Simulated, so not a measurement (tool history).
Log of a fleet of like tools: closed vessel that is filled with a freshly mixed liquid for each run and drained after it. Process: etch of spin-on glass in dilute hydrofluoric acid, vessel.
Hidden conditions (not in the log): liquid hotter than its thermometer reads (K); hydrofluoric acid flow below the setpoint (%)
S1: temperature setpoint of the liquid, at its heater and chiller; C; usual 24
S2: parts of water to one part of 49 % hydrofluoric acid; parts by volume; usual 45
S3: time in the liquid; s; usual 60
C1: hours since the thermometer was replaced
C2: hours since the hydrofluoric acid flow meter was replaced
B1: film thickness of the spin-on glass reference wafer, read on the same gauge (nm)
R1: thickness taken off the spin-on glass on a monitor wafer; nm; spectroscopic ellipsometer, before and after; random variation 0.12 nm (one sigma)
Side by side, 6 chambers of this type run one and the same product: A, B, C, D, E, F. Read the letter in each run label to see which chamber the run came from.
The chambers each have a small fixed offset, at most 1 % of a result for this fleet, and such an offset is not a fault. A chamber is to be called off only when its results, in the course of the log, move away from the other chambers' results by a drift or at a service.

| run | hour | S1 | S2 | S3 | C1 | C2 | B1 | R1 |
|---|---|---|---|---|---|---|---|---|
| 1C | 11.4 | 24 | 45 | 60 | 2387 | 453.5 | 59.987 | 29.438 |
| 2E | 18.1 | 24 | 45 | 60 | 525.4 | 355.6 | 59.993 | 29.814 |
| 3D | 27 | 24 | 45 | 60 | 649.1 | 707.8 | 59.989 | 29.328 |
| 4A | 38.6 | 24 | 45 | 60 | 123.9 | 898.1 | 60.013 | 29.77 |
| 5B | 50.1 | 24 | 45 | 60 | 595.7 | 1502.3 | 59.984 | 29.801 |
| 6F | 57.3 | 24 | 45 | 60 | 585.8 | 214.7 | 60.025 | 29.611 |
| 7B | 65.2 | 24 | 45 | 60 | 610.8 | 1517.4 | 59.969 | 29.796 |
| 8F | 77.6 | 24 | 45 | 60 | 606.1 | 235 | 59.992 | 29.389 |
| 9C | 85.8 | 24 | 45 | 60 | 2461.4 | 527.9 | 59.978 | 29.634 |
| 10D | 97.2 | 24 | 45 | 60 | 719.3 | 778 | 59.974 | 29.64 |
| 11E | 104.3 | 26.5 | 25 | 60 | 611.6 | 441.8 | 59.997 | 61.835 |
| 12A | 116.7 | 26.5 | 25 | 60 | 202 | 976.2 | 60.003 | 61.261 |
| 13E | 126.3 | 26.5 | 25 | 60 | 633.6 | 463.8 | 60.007 | 61.952 |
|  | 134.1 | chamber F: thermometer replaced |
| 14B | 138.9 | 26.5 | 25 | 60 | 684.5 | 1591.1 | 59.964 | 61.78 |
| 15C | 148.7 | 26.5 | 25 | 60 | 2524.3 | 590.8 | 60 | 61.618 |
| 16D | 157 | 26.5 | 25 | 60 | 779.1 | 837.8 | 59.997 | 61.301 |
| 17F | 169 | 24 | 45 | 60 | 35 | 326.4 | 60.001 | 29.502 |
| 18A | 176 | 24 | 45 | 60 | 261.3 | 1035.5 | 59.992 | 29.705 |
| 19C | 188.2 | 24 | 45 | 60 | 2563.8 | 630.3 | 59.988 | 29.664 |
| 20B | 197.5 | 24 | 45 | 60 | 743.1 | 1649.7 | 59.985 | 29.866 |
| 21F | 204.2 | 24 | 45 | 70 | 70.2 | 361.6 | 60.018 | 34.567 |
| 22D | 216.3 | 24 | 45 | 70 | 838.4 | 897.1 | 59.998 | 34.663 |
|  | 228.6 | chamber C: hydrofluoric acid flow meter replaced |
| 23E | 229.1 | 24 | 45 | 70 | 736.4 | 566.6 | 60.009 | 35.069 |
| 24A | 236.5 | 24 | 45 | 70 | 321.8 | 1096 | 60.005 | 34.667 |
|  | 247.8 | chamber C: thermometer replaced |
| 25A | 249.5 | 24 | 45 | 70 | 334.8 | 1109 | 60.006 | 34.389 |
| 26B | 260.9 | 24 | 45 | 70 | 806.5 | 1713.1 | 60.001 | 34.571 |
| 27F | 269.3 | 24 | 45 | 60 | 135.3 | 426.7 | 59.987 | 29.497 |
| 28C | 277.5 | 24 | 45 | 60 | 29.8 | 48.9 | 59.999 | 29.789 |
| 29E | 287.1 | 24 | 45 | 60 | 794.4 | 624.6 | 59.993 | 29.855 |
| 30D | 300 | 24 | 45 | 60 | 922.1 | 980.8 | 59.996 | 29.609 |
| 31A | 310.2 | 24 | 45 | 60 | 395.5 | 1169.7 | 60.003 | 29.644 |
| 32B | 321.9 | 24 | 45 | 60 | 867.5 | 1774.1 | 59.98 | 29.587 |
| 33E | 329.4 | 24 | 45 | 60 | 836.7 | 666.9 | 60.006 | 29.783 |
| 34C | 339.9 | 24 | 45 | 60 | 92.2 | 111.3 | 59.985 | 29.573 |
|  | 350.3 | chamber F: hydrofluoric acid flow meter replaced |
| 35F | 352.2 | 24 | 45 | 60 | 218.2 | 1.9 | 60.018 | 29.632 |
| 36D | 359.6 | 24 | 45 | 60 | 981.7 | 1040.4 | 59.976 | 29.815 |
| 37C | 369.7 | 24 | 45 | 60 | 122 | 141.1 | 59.997 | 29.555 |
| 38B | 379.6 | 24 | 45 | 60 | 925.2 | 1831.8 | 60.031 | 29.694 |
|  | 381.6 | chamber D: thermometer replaced |
| 39A | 389.3 | 24 | 45 | 60 | 474.6 | 1248.8 | 60 | 29.59 |
| 40E | 400.4 | 21 | 55 | 60 | 907.7 | 737.9 | 59.976 | 21.204 |
| 41D | 407.5 | 21 | 55 | 60 | 25.9 | 1088.3 | 60.012 | 21.181 |

Which is it: a chamber that has drifted or been left off by a service, a gauge drift common to all chambers, or only each chamber's usual small offset? If a chamber is off, name it and its likeliest cause.

No chamber is off and the gauge is stable; the differences are just each chamber's small, constant offset.
